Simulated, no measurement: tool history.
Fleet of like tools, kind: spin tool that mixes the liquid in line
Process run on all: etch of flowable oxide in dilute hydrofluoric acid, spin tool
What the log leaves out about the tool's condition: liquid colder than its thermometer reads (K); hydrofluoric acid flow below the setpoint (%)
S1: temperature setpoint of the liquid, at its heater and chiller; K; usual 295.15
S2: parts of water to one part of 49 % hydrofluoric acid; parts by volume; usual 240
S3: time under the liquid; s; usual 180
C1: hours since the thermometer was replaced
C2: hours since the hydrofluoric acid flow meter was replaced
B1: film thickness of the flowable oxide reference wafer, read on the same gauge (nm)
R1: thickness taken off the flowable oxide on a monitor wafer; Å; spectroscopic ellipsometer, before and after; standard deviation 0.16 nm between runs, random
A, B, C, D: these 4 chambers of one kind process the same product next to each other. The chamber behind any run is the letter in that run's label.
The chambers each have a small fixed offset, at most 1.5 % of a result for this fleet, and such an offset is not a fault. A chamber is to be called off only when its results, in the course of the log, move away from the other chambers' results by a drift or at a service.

Run 1C, hour 6.0: usual settings; C1 616.0; C2 1318.4; B1 149.98. Result: R1 190.46 Å.
Run 2D, hour 12.8: usual settings; C1 1230.2; C2 344.6; B1 150.01. Result: R1 189.36 Å.
Run 3A, hour 20.7: usual settings; C1 231.3; C2 249.7; B1 149.98. Result: R1 190.85 Å.
Run 4B, hour 27.2: usual settings; C1 324.8; C2 2085.9; B1 149.98. Result: R1 187.24 Å.
Run 5C, hour 39.8: usual settings; C1 649.8; C2 1352.2; B1 150.04. Result: R1 187.61 Å.
Run 6A, hour 50.4: usual settings; C1 261.0; C2 279.4; B1 150.01. Result: R1 187.16 Å.
Run 7B, hour 56.0: usual settings; C1 353.6; C2 2114.7; B1 150.01. Result: R1 183.15 Å.
Run 8D, hour 65.8: usual settings; C1 1283.2; C2 397.6; B1 150.03. Result: R1 186.16 Å.
At hour 71.4: chamber B: hydrofluoric acid flow meter replaced.
Run 9A, hour 75.2: usual settings; C1 285.8; C2 304.2; B1 149.98. Result: R1 189.82 Å.
Run 10D, hour 86.8: usual settings; C1 1304.2; C2 418.6; B1 149.99. Result: R1 189.55 Å.
Run 11C, hour 96.8: usual settings; C1 706.8; C2 1409.2; B1 149.97. Result: R1 188.19 Å.
Run 12B, hour 109.5: usual settings but S1 292.65 K, S2 315 parts by volume; C1 407.1; C2 38.1; B1 150.05. Result: R1 123.04 Å.
Run 13A, hour 120.9: usual settings but S1 292.65 K, S2 315 parts by volume; C1 331.5; C2 349.9; B1 150.00. Result: R1 119.97 Å.
Run 14D, hour 132.4: usual settings but S1 292.65 K, S2 315 parts by volume; C1 1349.8; C2 464.2; B1 150.02. Result: R1 124.69 Å.
Run 15C, hour 142.4: usual settings but S1 292.65 K, S2 315 parts by volume; C1 752.4; C2 1454.8; B1 150.01. Result: R1 122.57 Å.
Run 16B, hour 149.2: usual settings; C1 446.8; C2 77.8; B1 149.99. Result: R1 187.27 Å.
Run 17A, hour 155.1: usual settings; C1 365.7; C2 384.1; B1 150.01. Result: R1 186.58 Å.
Run 18C, hour 163.8: usual settings; C1 773.8; C2 1476.2; B1 150.02. Result: R1 189.21 Å.
Run 19B, hour 172.9: usual settings; C1 470.5; C2 101.5; B1 149.99. Result: R1 185.52 Å.
Run 20D, hour 184.5: usual settings; C1 1401.9; C2 516.3; B1 150.01. Result: R1 191.36 Å.
Run 21A, hour 190.2: usual settings; C1 400.8; C2 419.2; B1 150.02. Result: R1 184.04 Å.
Run 22D, hour 199.2: usual settings but S1 290.65 K, S3 265 s; C1 1416.6; C2 531.0; B1 149.98. Result: R1 234.81 Å.
Run 23B, hour 209.4: usual settings but S1 290.65 K, S3 265 s; C1 507.0; C2 138.0; B1 150.00. Result: R1 230.61 Å.
Run 24C, hour 215.7: usual settings but S1 290.65 K, S3 265 s; C1 825.7; C2 1528.1; B1 149.99. Result: R1 232.18 Å.
Run 25C, hour 223.7: usual settings but S1 290.65 K, S3 265 s; C1 833.7; C2 1536.1; B1 150.00. Result: R1 228.63 Å.
Run 26B, hour 235.6: usual settings; C1 533.2; C2 164.2; B1 149.98. Result: R1 188.61 Å.
Run 27D, hour 247.2: usual settings; C1 1464.6; C2 579.0; B1 150.01. Result: R1 186.57 Å.
Run 28A, hour 258.9: usual settings; C1 469.5; C2 487.9; B1 150.03. Result: R1 180.72 Å.
Run 29B, hour 269.4: usual settings; C1 567.0; C2 198.0; B1 150.01. Result: R1 183.45 Å.
Run 30D, hour 276.6: usual settings; C1 1494.0; C2 608.4; B1 150.02. Result: R1 189.27 Å.
Run 31A, hour 283.0: usual settings; C1 493.6; C2 512.0; B1 150.00. Result: R1 180.24 Å.
Run 32C, hour 292.3: usual settings; C1 902.3; C2 1604.7; B1 149.97. Result: R1 185.33 Å.
Run 33A, hour 299.8: usual settings; C1 510.4; C2 528.8; B1 149.97. Result: R1 176.22 Å.
Run 34D, hour 310.5: usual settings; C1 1527.9; C2 642.3; B1 149.96. Result: R1 191.23 Å.
Run 35C, hour 321.4: usual settings; C1 931.4; C2 1633.8; B1 150.00. Result: R1 186.71 Å.
Run 36B, hour 328.7: usual settings but S3 135 s; C1 626.3; C2 257.3; B1 150.03. Result: R1 139.70 Å.
Run 37D, hour 337.7: usual settings but S3 135 s; C1 1555.1; C2 669.5; B1 150.00. Result: R1 143.29 Å.
Run 38C, hour 347.6: usual settings but S3 135 s; C1 957.6; C2 1660.0; B1 149.97. Result: R1 141.53 Å.
Run 39A, hour 358.9: usual settings but S3 135 s; C1 569.5; C2 587.9; B1 149.99. Result: R1 131.54 Å.
Run 40B, hour 371.4: usual settings; C1 669.0; C2 300.0; B1 150.01. Result: R1 188.56 Å.
Run 41C, hour 377.0: usual settings; C1 987.0; C2 1689.4; B1 149.98. Result: R1 187.14 Å.

Decide between three cases: one chamber stands off from its peers, the gauge reading all wafers drifts, or nothing is wrong past each chamber's small offset. Where a chamber is off, say which and what most likely put it there.

One chamber, A, drifts off from the rest bit by bit.
What lies behind it: hydrofluoric acid flow below the setpoint (%) = 5.62.
It could be hard to tell apart here from: liquid colder than its thermometer reads (K).

Here are 4 candidates for chamber A's next run, each the usual settings with a change, their results left as question marks. Which one brings its results back in line with what the others give on the usual settings?
In line here means within this much of the mean the other chambers give on the usual settings: R1 5.50 Å
Run 42A-1, hour 386.0: usual settings but S1 294.65 K. Result: R1 ?.
Run 42A-2, hour 386.0: usual settings but S2 255 parts by volume. Result: R1 ?.
Run 42A-3, hour 386.0: usual settings but S2 230 parts by volume, S3 185 s. Result: R1 ?.
Run 42A-4, hour 386.0: usual settings but S2 235 parts by volume. Result: R1 ?.

On the usual settings, the other chambers give on average: R1 187.27 Å
  run      R1
42A-1  171.73
42A-2  162.07
42A-3  189.46
42A-4  179.49
With 42A-3, the chamber falls back in line with the rest.

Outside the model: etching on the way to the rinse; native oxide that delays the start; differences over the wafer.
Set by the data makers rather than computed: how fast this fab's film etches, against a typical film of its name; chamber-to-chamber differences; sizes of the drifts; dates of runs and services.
